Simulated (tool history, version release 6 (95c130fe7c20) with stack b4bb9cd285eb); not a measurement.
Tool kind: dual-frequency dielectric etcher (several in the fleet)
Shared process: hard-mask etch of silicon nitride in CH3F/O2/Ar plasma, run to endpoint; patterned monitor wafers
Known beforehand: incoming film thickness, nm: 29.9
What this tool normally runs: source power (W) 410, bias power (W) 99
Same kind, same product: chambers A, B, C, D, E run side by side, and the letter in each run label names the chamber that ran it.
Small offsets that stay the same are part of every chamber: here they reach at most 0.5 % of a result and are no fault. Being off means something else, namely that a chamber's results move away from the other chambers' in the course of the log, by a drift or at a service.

| run | day | source power (W) | bias power (W) | endpoint time (s) |
|---|---|---|---|---|
| 1B | 0.079 | 410 | 99 | 38.156 |
| 2C | 0.233 | 410 | 99 | 38.251 |
| 3D | 0.383 | 410 | 99 | 38.44 |
| 4A | 0.508 | 410 | 99 | 38.077 |
| 5E | 0.596 | 410 | 99 | 38.015 |
| 6E | 0.688 | 410 | 99 | 38.036 |
| 7D | 0.796 | 410 | 99 | 38.382 |
| 8A | 0.929 | 410 | 99 | 38.367 |
| 9B | 1.017 | 350 | 99 | 40.184 |
| 10C | 1.125 | 350 | 99 | 40.437 |
| 11D | 1.271 | 350 | 99 | 40.719 |
| 12E | 1.35 | 350 | 99 | 40.676 |
| 13B | 1.508 | 350 | 99 | 40.719 |
| 14A | 1.671 | 410 | 99 | 38.037 |
| 15C | 1.8 | 490 | 109 | 34.339 |
| 16E | 1.954 | 490 | 109 | 34.458 |
| 17B | 2.117 | 490 | 109 | 34.597 |
| 18A | 2.196 | 490 | 109 | 34.561 |
| 19D | 2.367 | 490 | 109 | 34.73 |
|  | 2.508 | chamber B: wet clean of the chamber |
| 20C | 2.533 | 410 | 99 | 38.332 |
| 21A | 2.704 | 410 | 99 | 38.182 |
| 22B | 2.792 | 410 | 99 | 38.237 |
| 23C | 2.946 | 330 | 99 | 41.425 |
| 24E | 3.071 | 330 | 99 | 40.619 |
| 25D | 3.217 | 330 | 99 | 41.687 |
| 26B | 3.321 | 330 | 99 | 41.453 |
| 27C | 3.442 | 330 | 99 | 41.484 |
| 28E | 3.55 | 410 | 99 | 37.618 |
| 29A | 3.629 | 410 | 99 | 38.256 |
| 30D | 3.75 | 410 | 99 | 38.443 |
| 31B | 3.829 | 410 | 99 | 38.487 |
| 32E | 3.912 | 410 | 99 | 37.432 |
| 33C | 4.033 | 340 | 90 | 42.393 |
| 34D | 4.171 | 340 | 90 | 42.508 |
| 35A | 4.292 | 340 | 90 | 42.446 |
| 36C | 4.383 | 340 | 90 | 42.396 |
| 37A | 4.504 | 340 | 90 | 42.622 |
| 38D | 4.6 | 410 | 99 | 38.139 |
| 39B | 4.754 | 410 | 91 | 39.382 |

Decide between three cases: one chamber stands off from its peers, the gauge reading all wafers drifts, or nothing is wrong past each chamber's small offset. Where a chamber is off, say which and what most likely put it there.

One chamber, E, drifts off from the rest bit by bit.
Likeliest cause: etch rate over this chamber's usual, % = 2.21.
With only this log, it may be confused with: source power that arrives over what is set, %; bias power that arrives over what is set, %.

Which of the 4 candidates below, each the usual settings with something changed and its results left as question marks, puts chamber E back in line with what the other chambers give on the usual settings?
Allowed miss from the other chambers' usual-settings mean, per result, to count as in line: endpoint time (s) 0.46
| 40E-1 | 4.879 | 390 | 93 | ? |
| 40E-2 | 4.879 | 410 | 111 | ? |
| 40E-3 | 4.879 | 400 | 96 | ? |
| 40E-4 | 4.879 | 410 | 105 | ? |

On the usual settings, the other chambers give on average: endpoint time (s) 38.221
| run | endpoint time (s) |
|---|---|
| 40E-1 | 38.908 |
| 40E-2 | 35.763 |
| 40E-3 | 38.1 |
| 40E-4 | 36.519 |
40E-3 is the one that brings the chamber's results back in line with the other chambers.
